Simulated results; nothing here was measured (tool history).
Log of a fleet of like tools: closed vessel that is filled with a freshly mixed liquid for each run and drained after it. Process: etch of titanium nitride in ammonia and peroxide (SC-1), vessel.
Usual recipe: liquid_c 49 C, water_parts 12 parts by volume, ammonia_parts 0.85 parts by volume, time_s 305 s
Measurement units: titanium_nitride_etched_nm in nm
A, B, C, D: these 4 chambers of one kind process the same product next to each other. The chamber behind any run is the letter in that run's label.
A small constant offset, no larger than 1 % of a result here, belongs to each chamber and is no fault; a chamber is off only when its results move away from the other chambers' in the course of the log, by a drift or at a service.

| run | hour | liquid_c | water_parts | ammonia_parts | time_s | hours since the thermometer was replaced | hours since the ammonia flow meter was replaced | hours since the drum of ammonia solution was connected | read-back film thickness of the titanium nitride reference wafer, read on the same gauge (nm) | titanium_nitride_etched_nm |
|---|---|---|---|---|---|---|---|---|---|---|
| 1B | 8.5 | 49 | 12 | 0.85 | 305 | 782.1 | 1444.5 | 204.4 | 50.013 | 15.41 |
| 2D | 14.4 | 49 | 12 | 0.85 | 305 | 109.1 | 2150.9 | 206.4 | 50.001 | 15.83 |
|  | 19.9 | chamber C: thermometer replaced |
| 3A | 21.8 | 49 | 12 | 0.85 | 305 | 343.3 | 441.1 | 480.8 | 50.003 | 15.491 |
| 4C | 26.3 | 49 | 12 | 0.85 | 305 | 6.5 | 1154.7 | 89.2 | 50.009 | 15.545 |
| 5A | 36.1 | 49 | 12 | 0.85 | 305 | 357.6 | 455.4 | 495.1 | 50.011 | 15.273 |
| 6C | 42.4 | 49 | 12 | 0.85 | 305 | 22.6 | 1170.8 | 105.3 | 49.993 | 15.444 |
| 7B | 47.1 | 49 | 12 | 0.85 | 305 | 820.7 | 1483.1 | 243 | 49.996 | 15.517 |
| 8D | 53.6 | 49 | 12 | 0.85 | 305 | 148.3 | 2190.1 | 245.6 | 50.018 | 15.805 |
| 9A | 62.4 | 49 | 14 | 0.7 | 305 | 383.9 | 481.7 | 521.4 | 49.978 | 13.692 |
|  | 64.8 | chamber D: new drum of ammonia solution connected |
|  | 70.4 | chamber D: ammonia flow meter replaced |
| 10D | 71.4 | 49 | 14 | 0.7 | 305 | 166.1 | 1.1 | 6.7 | 50.016 | 14.079 |
| 11C | 79.4 | 49 | 14 | 0.7 | 305 | 59.6 | 1207.8 | 142.3 | 50.006 | 13.836 |
| 12B | 85.3 | 49 | 14 | 0.7 | 305 | 858.9 | 1521.3 | 281.2 | 49.996 | 13.576 |
| 13B | 93 | 49 | 12 | 0.85 | 160 | 866.6 | 1529 | 288.9 | 49.994 | 8.0135 |
| 14A | 97.4 | 49 | 12 | 0.85 | 160 | 418.9 | 516.7 | 556.4 | 50.019 | 8.1145 |
| 15C | 106.4 | 49 | 12 | 0.85 | 160 | 86.6 | 1234.8 | 169.3 | 49.997 | 8.1844 |
| 16D | 115.9 | 49 | 12 | 0.85 | 160 | 210.6 | 45.6 | 51.2 | 49.996 | 8.2161 |
| 17A | 121.5 | 49 | 12 | 0.85 | 305 | 443 | 540.8 | 580.5 | 50.003 | 15.548 |
|  | 128 | chamber B: new drum of ammonia solution connected |
| 18C | 128.8 | 49 | 12 | 0.85 | 305 | 109 | 1257.2 | 191.7 | 50.007 | 15.5 |
| 19D | 137.3 | 49 | 12 | 0.85 | 305 | 232 | 67 | 72.6 | 50 | 15.563 |
| 20B | 142.2 | 49 | 12 | 0.85 | 305 | 915.8 | 1578.2 | 14.2 | 49.989 | 15.103 |
| 21C | 147.4 | 49 | 12 | 0.85 | 305 | 127.6 | 1275.8 | 210.3 | 49.995 | 15.428 |
| 22D | 154.5 | 49 | 12 | 0.85 | 305 | 249.2 | 84.2 | 89.8 | 50.009 | 15.559 |
| 23B | 160.3 | 49 | 12 | 0.85 | 305 | 933.9 | 1596.3 | 32.3 | 50.014 | 14.956 |
| 24A | 169.6 | 49 | 16.5 | 0.85 | 245 | 491.1 | 588.9 | 628.6 | 50.003 | 10.549 |
| 25B | 175.7 | 49 | 16.5 | 0.85 | 245 | 949.3 | 1611.7 | 47.7 | 50.009 | 10.152 |
| 26A | 184.8 | 49 | 16.5 | 0.85 | 245 | 506.3 | 604.1 | 643.8 | 50.007 | 10.485 |
| 27C | 189.9 | 49 | 16.5 | 0.85 | 245 | 170.1 | 1318.3 | 252.8 | 49.987 | 10.641 |
| 28D | 197.1 | 39.5 | 12 | 0.85 | 305 | 291.8 | 126.8 | 132.4 | 50.003 | 7.9312 |
| 29B | 202.2 | 39.5 | 12 | 0.85 | 305 | 975.8 | 1638.2 | 74.2 | 49.988 | 7.5191 |
| 30A | 210.9 | 39.5 | 12 | 0.85 | 305 | 532.4 | 630.2 | 669.9 | 50.025 | 7.8146 |
| 31D | 219.7 | 39.5 | 12 | 0.85 | 305 | 314.4 | 149.4 | 155 | 50.017 | 7.8861 |
| 32C | 226.4 | 49 | 12 | 0.85 | 305 | 206.6 | 1354.8 | 289.3 | 50.021 | 15.519 |
| 33A | 231.6 | 49 | 12 | 0.85 | 305 | 553.1 | 650.9 | 690.6 | 49.98 | 15.651 |
| 34D | 240.1 | 49 | 12 | 0.85 | 305 | 334.8 | 169.8 | 175.4 | 50.007 | 15.751 |
| 35B | 247.3 | 49 | 9.5 | 0.85 | 410 | 1020.9 | 1683.3 | 119.3 | 49.995 | 22.435 |
| 36C | 251.9 | 49 | 9.5 | 0.85 | 410 | 232.1 | 1380.3 | 314.8 | 49.979 | 23.79 |
| 37B | 260 | 49 | 9.5 | 0.85 | 410 | 1033.6 | 1696 | 132 | 49.984 | 22.003 |
| 38C | 268.6 | 49 | 9.5 | 0.85 | 410 | 248.8 | 1397 | 331.5 | 50.008 | 23.359 |

Next, all 4 chambers run the settings below, one line each with question marks for the results. What does each chamber give?
| 39A | 275.7 | 49 | 12 | 0.85 | 305 |  |  |  |  | ? |
| 39B | 275.7 | 49 | 12 | 0.85 | 305 |  |  |  |  | ? |
| 39C | 275.7 | 49 | 12 | 0.85 | 305 |  |  |  |  | ? |
| 39D | 275.7 | 49 | 12 | 0.85 | 305 |  |  |  |  | ? |

| run | titanium_nitride_etched_nm |
|---|---|
| 39A | 15.521 |
| 39B | 14.59 |
| 39C | 15.576 |
| 39D | 15.53 |
